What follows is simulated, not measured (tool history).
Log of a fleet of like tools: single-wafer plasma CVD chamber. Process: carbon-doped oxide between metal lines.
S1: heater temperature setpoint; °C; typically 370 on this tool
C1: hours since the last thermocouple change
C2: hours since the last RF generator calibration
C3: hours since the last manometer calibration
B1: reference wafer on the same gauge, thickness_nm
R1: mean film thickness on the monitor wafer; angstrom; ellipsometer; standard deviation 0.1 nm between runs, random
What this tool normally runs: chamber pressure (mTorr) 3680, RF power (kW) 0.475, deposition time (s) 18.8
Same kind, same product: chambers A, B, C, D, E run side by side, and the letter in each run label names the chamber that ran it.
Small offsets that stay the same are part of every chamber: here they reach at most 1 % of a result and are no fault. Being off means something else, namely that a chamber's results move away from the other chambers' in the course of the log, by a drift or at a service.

{"run": "1C", "hour": 3.6, "S1": 370, "chamber pressure (mTorr)": 3680, "RF power (kW)": 0.475, "deposition time (s)": 18.8, "C1": 289.3, "C2": 1236.0, "C3": 634.8, "B1": 80.291, "R1": 851.24}
{"run": "2A", "hour": 6.7, "S1": 370, "chamber pressure (mTorr)": 3680, "RF power (kW)": 0.475, "deposition time (s)": 18.8, "C1": 768.6, "C2": 1317.1, "C3": 673.1, "B1": 80.303, "R1": 847.26}
{"run": "3D", "hour": 9.9, "S1": 370, "chamber pressure (mTorr)": 3680, "RF power (kW)": 0.475, "deposition time (s)": 18.8, "C1": 1820.5, "C2": 207.4, "C3": 581.2, "B1": 80.355, "R1": 858.7}
{"run": "4E", "hour": 13.2, "S1": 370, "chamber pressure (mTorr)": 3680, "RF power (kW)": 0.475, "deposition time (s)": 18.8, "C1": 104.4, "C2": 1569.7, "C3": 665.8, "B1": 80.334, "R1": 854.9}
{"run": "5B", "hour": 17.8, "S1": 370, "chamber pressure (mTorr)": 3680, "RF power (kW)": 0.475, "deposition time (s)": 21.5, "C1": 960.0, "C2": 219.7, "C3": 2647.9, "B1": 80.341, "R1": 970.05}
{"run": "6C", "hour": 22.0, "S1": 370, "chamber pressure (mTorr)": 3680, "RF power (kW)": 0.475, "deposition time (s)": 21.5, "C1": 307.7, "C2": 1254.4, "C3": 653.2, "B1": 80.366, "R1": 971.04}
{"run": "7D", "hour": 26.3, "S1": 370, "chamber pressure (mTorr)": 3680, "RF power (kW)": 0.475, "deposition time (s)": 21.5, "C1": 1836.9, "C2": 223.8, "C3": 597.6, "B1": 80.392, "R1": 980.23}
{"run": "8A", "hour": 30.3, "S1": 370, "chamber pressure (mTorr)": 3680, "RF power (kW)": 0.475, "deposition time (s)": 21.5, "C1": 792.2, "C2": 1340.7, "C3": 696.7, "B1": 80.388, "R1": 965.48}
{"run": "9E", "hour": 35.0, "S1": 370, "chamber pressure (mTorr)": 3680, "RF power (kW)": 0.475, "deposition time (s)": 21.5, "C1": 126.2, "C2": 1591.5, "C3": 687.6, "B1": 80.398, "R1": 975.4}
{"run": "10B", "hour": 39.3, "S1": 370, "chamber pressure (mTorr)": 3680, "RF power (kW)": 0.475, "deposition time (s)": 18.8, "C1": 981.5, "C2": 241.2, "C3": 2669.4, "B1": 80.399, "R1": 853.51}
{"run": "11D", "hour": 41.9, "S1": 370, "chamber pressure (mTorr)": 3680, "RF power (kW)": 0.475, "deposition time (s)": 18.8, "C1": 1852.5, "C2": 239.4, "C3": 613.2, "B1": 80.432, "R1": 859.52}
{"run": "12E", "hour": 44.6, "S1": 370, "chamber pressure (mTorr)": 3680, "RF power (kW)": 0.475, "deposition time (s)": 18.8, "C1": 135.8, "C2": 1601.1, "C3": 697.2, "B1": 80.427, "R1": 857.03}
{"run": "13C", "hour": 48.3, "S1": 370, "chamber pressure (mTorr)": 3680, "RF power (kW)": 0.475, "deposition time (s)": 18.8, "C1": 334.0, "C2": 1280.7, "C3": 679.5, "B1": 80.446, "R1": 851.03}
{"run": "14A", "hour": 53.0, "S1": 370, "chamber pressure (mTorr)": 3680, "RF power (kW)": 0.475, "deposition time (s)": 18.8, "C1": 814.9, "C2": 1363.4, "C3": 719.4, "B1": 80.448, "R1": 849.48}
{"run": "15B", "hour": 57.6, "S1": 370, "chamber pressure (mTorr)": 3680, "RF power (kW)": 0.475, "deposition time (s)": 18.8, "C1": 999.8, "C2": 259.5, "C3": 2687.7, "B1": 80.498, "R1": 853.1}
{"run": "16A", "hour": 61.8, "S1": 370, "chamber pressure (mTorr)": 3680, "RF power (kW)": 0.475, "deposition time (s)": 18.8, "C1": 823.7, "C2": 1372.2, "C3": 728.2, "B1": 80.489, "R1": 847.18}
{"run": "17D", "hour": 65.8, "S1": 370, "chamber pressure (mTorr)": 3680, "RF power (kW)": 0.475, "deposition time (s)": 18.8, "C1": 1876.4, "C2": 263.3, "C3": 637.1, "B1": 80.545, "R1": 858.97}
{"run": "18C", "hour": 69.5, "S1": 370, "chamber pressure (mTorr)": 4030, "RF power (kW)": 0.475, "deposition time (s)": 15.4, "C1": 355.2, "C2": 1301.9, "C3": 700.7, "B1": 80.529, "R1": 708.23}
{"hour": 71.6, "done": "chamber E: RF generator calibrated"}
{"run": "19E", "hour": 73.2, "S1": 370, "chamber pressure (mTorr)": 4030, "RF power (kW)": 0.475, "deposition time (s)": 15.4, "C1": 164.4, "C2": 1.6, "C3": 725.8, "B1": 80.528, "R1": 712.98}
{"run": "20B", "hour": 77.4, "S1": 370, "chamber pressure (mTorr)": 4030, "RF power (kW)": 0.475, "deposition time (s)": 15.4, "C1": 1019.6, "C2": 279.3, "C3": 2707.5, "B1": 80.565, "R1": 708.7}
{"run": "21D", "hour": 80.2, "S1": 370, "chamber pressure (mTorr)": 4030, "RF power (kW)": 0.475, "deposition time (s)": 15.4, "C1": 1890.8, "C2": 277.7, "C3": 651.5, "B1": 80.545, "R1": 715.58}
{"run": "22A", "hour": 84.4, "S1": 370, "chamber pressure (mTorr)": 4030, "RF power (kW)": 0.475, "deposition time (s)": 15.4, "C1": 846.3, "C2": 1394.8, "C3": 750.8, "B1": 80.562, "R1": 704.81}
{"run": "23E", "hour": 87.2, "S1": 370, "chamber pressure (mTorr)": 3680, "RF power (kW)": 0.475, "deposition time (s)": 18.8, "C1": 178.4, "C2": 15.6, "C3": 739.8, "B1": 80.593, "R1": 859.39}
{"run": "24C", "hour": 91.9, "S1": 370, "chamber pressure (mTorr)": 3680, "RF power (kW)": 0.475, "deposition time (s)": 18.8, "C1": 377.6, "C2": 1324.3, "C3": 723.1, "B1": 80.574, "R1": 852.58}
{"run": "25B", "hour": 94.8, "S1": 380, "chamber pressure (mTorr)": 3680, "RF power (kW)": 0.515, "deposition time (s)": 18.8, "C1": 1037.0, "C2": 296.7, "C3": 2724.9, "B1": 80.619, "R1": 879.92}
{"run": "26C", "hour": 98.7, "S1": 380, "chamber pressure (mTorr)": 3680, "RF power (kW)": 0.515, "deposition time (s)": 18.8, "C1": 384.4, "C2": 1331.1, "C3": 729.9, "B1": 80.609, "R1": 878.45}
{"hour": 100.6, "done": "chamber B: capacitance manometer re-zeroed and calibrated"}
{"run": "27B", "hour": 102.5, "S1": 380, "chamber pressure (mTorr)": 3680, "RF power (kW)": 0.515, "deposition time (s)": 18.8, "C1": 1044.7, "C2": 304.4, "C3": 2.0, "B1": 80.65, "R1": 879.56}
{"run": "28A", "hour": 106.0, "S1": 380, "chamber pressure (mTorr)": 3680, "RF power (kW)": 0.515, "deposition time (s)": 18.8, "C1": 867.9, "C2": 1416.4, "C3": 772.4, "B1": 80.636, "R1": 874.97}
{"run": "29E", "hour": 110.4, "S1": 380, "chamber pressure (mTorr)": 3680, "RF power (kW)": 0.515, "deposition time (s)": 18.8, "C1": 201.6, "C2": 38.8, "C3": 763.0, "B1": 80.646, "R1": 884.76}
{"run": "30D", "hour": 114.4, "S1": 370, "chamber pressure (mTorr)": 3680, "RF power (kW)": 0.475, "deposition time (s)": 18.8, "C1": 1925.0, "C2": 311.9, "C3": 685.7, "B1": 80.68, "R1": 862.16}
{"run": "31E", "hour": 117.0, "S1": 370, "chamber pressure (mTorr)": 3680, "RF power (kW)": 0.475, "deposition time (s)": 18.8, "C1": 208.2, "C2": 45.4, "C3": 769.6, "B1": 80.687, "R1": 858.61}

Which is it: a chamber that has drifted or been left off by a service, a gauge drift common to all chambers, or only each chamber's usual small offset? If a chamber is off, name it and its likeliest cause.

Gauge drift. The chambers move together only on paper, and none stands off.
Cause: gauge reads high (%) = 0.485.
